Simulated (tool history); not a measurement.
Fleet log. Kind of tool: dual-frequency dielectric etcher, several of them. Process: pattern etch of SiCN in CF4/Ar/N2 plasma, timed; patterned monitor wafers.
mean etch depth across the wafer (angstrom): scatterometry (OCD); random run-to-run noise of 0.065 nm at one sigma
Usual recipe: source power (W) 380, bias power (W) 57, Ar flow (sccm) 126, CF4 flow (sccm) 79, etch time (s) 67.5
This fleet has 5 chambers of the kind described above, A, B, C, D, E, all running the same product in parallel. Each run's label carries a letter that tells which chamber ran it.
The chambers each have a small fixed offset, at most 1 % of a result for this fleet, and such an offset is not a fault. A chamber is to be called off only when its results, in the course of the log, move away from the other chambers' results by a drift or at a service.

| run | day | source power (W) | bias power (W) | Ar flow (sccm) | CF4 flow (sccm) | etch time (s) | read-back reference wafer on the same gauge, depth_nm | mean etch depth across the wafer (angstrom) |
|---|---|---|---|---|---|---|---|---|
|  | 0.3 | chamber B: wet clean of the chamber |
| 1D | 0.354 | 380 | 57 | 126 | 79 | 67.5 | 51.916 | 458.31 |
| 2A | 0.55 | 380 | 57 | 126 | 79 | 67.5 | 51.922 | 452.64 |
| 3C | 0.946 | 380 | 57 | 126 | 79 | 67.5 | 51.918 | 451.23 |
| 4E | 1.279 | 380 | 57 | 126 | 79 | 67.5 | 51.934 | 459.74 |
| 5B | 1.542 | 380 | 57 | 126 | 79 | 67.5 | 51.962 | 454.26 |
| 6B | 1.917 | 450 | 48 | 126 | 79 | 67.5 | 51.962 | 499.08 |
| 7C | 2.142 | 450 | 48 | 126 | 79 | 67.5 | 51.959 | 495.58 |
| 8A | 2.379 | 450 | 48 | 126 | 79 | 67.5 | 51.963 | 494.29 |
|  | 2.479 | chamber A: source power generator calibrated |
| 9E | 2.625 | 450 | 48 | 126 | 79 | 67.5 | 51.961 | 504.15 |
| 10D | 3.058 | 450 | 48 | 126 | 79 | 67.5 | 51.971 | 501.81 |
| 11D | 3.275 | 380 | 57 | 126 | 79 | 67.5 | 51.976 | 458.24 |
| 12A | 3.6 | 380 | 57 | 126 | 79 | 67.5 | 51.978 | 452.36 |
| 13C | 3.829 | 380 | 57 | 126 | 79 | 76 | 52.012 | 509.4 |
| 14E | 4.112 | 380 | 57 | 126 | 79 | 76 | 52.007 | 518.89 |
| 15B | 4.479 | 380 | 57 | 126 | 79 | 76 | 52.003 | 511.99 |
| 16B | 4.904 | 380 | 57 | 126 | 79 | 76 | 52.041 | 512.46 |
| 17E | 5.192 | 380 | 57 | 126 | 79 | 76 | 52.015 | 516.56 |
| 18A | 5.612 | 380 | 57 | 126 | 79 | 67.5 | 52.026 | 452.16 |
| 19C | 5.9 | 380 | 57 | 126 | 79 | 67.5 | 52.04 | 452.16 |
| 20D | 6.125 | 380 | 57 | 126 | 79 | 67.5 | 52.066 | 458.74 |
|  | 6.396 | chamber D: source power generator calibrated |
| 21E | 6.562 | 380 | 57 | 126 | 79 | 67.5 | 52.065 | 459.9 |
| 22B | 6.988 | 380 | 57 | 126 | 79 | 67.5 | 52.099 | 455.71 |
| 23D | 7.179 | 380 | 57 | 126 | 79 | 67.5 | 52.093 | 460.24 |
|  | 7.208 | chamber E: wet clean of the chamber |
| 24C | 7.388 | 380 | 57 | 126 | 79 | 67.5 | 52.091 | 453.58 |
| 25A | 7.817 | 380 | 57 | 126 | 79 | 67.5 | 52.071 | 452.08 |
| 26B | 8.083 | 380 | 57 | 126 | 79 | 67.5 | 52.113 | 456.66 |
| 27E | 8.333 | 380 | 57 | 126 | 79 | 67.5 | 52.115 | 462.25 |
| 28A | 8.712 | 380 | 57 | 126 | 60 | 55.5 | 52.114 | 354.92 |
|  | 8.817 | chamber E: CF4 flow controller replaced |
| 29D | 9.054 | 380 | 57 | 126 | 60 | 55.5 | 52.125 | 361.17 |
| 30C | 9.275 | 380 | 57 | 126 | 60 | 55.5 | 52.122 | 356.75 |
| 31C | 9.562 | 380 | 57 | 126 | 60 | 55.5 | 52.135 | 355.47 |
| 32D | 9.808 | 380 | 57 | 126 | 60 | 55.5 | 52.142 | 360.01 |
|  | 10.062 | chamber A: wet clean of the chamber |
| 33B | 10.204 | 380 | 57 | 126 | 79 | 67.5 | 52.142 | 456.96 |
| 34A | 10.438 | 440 | 57 | 126 | 85 | 67.5 | 52.164 | 521.12 |
| 35E | 10.675 | 440 | 57 | 126 | 85 | 67.5 | 52.185 | 531.27 |
| 36A | 10.983 | 440 | 57 | 126 | 85 | 67.5 | 52.146 | 521.51 |
| 37B | 11.196 | 440 | 57 | 126 | 85 | 67.5 | 52.19 | 527.83 |
| 38C | 11.596 | 440 | 57 | 126 | 85 | 67.5 | 52.18 | 523.31 |
| 39E | 11.962 | 380 | 57 | 126 | 79 | 67.5 | 52.177 | 461.5 |

What goes on in this fleet: one chamber off, a drifting gauge, or nothing beyond the chambers' own small offsets? Name the chamber and the cause, if any.

None of the chambers is off. What moves is the gauge, dragging all their readings along together.
What lies behind it: gauge reads high (%) = 0.586.
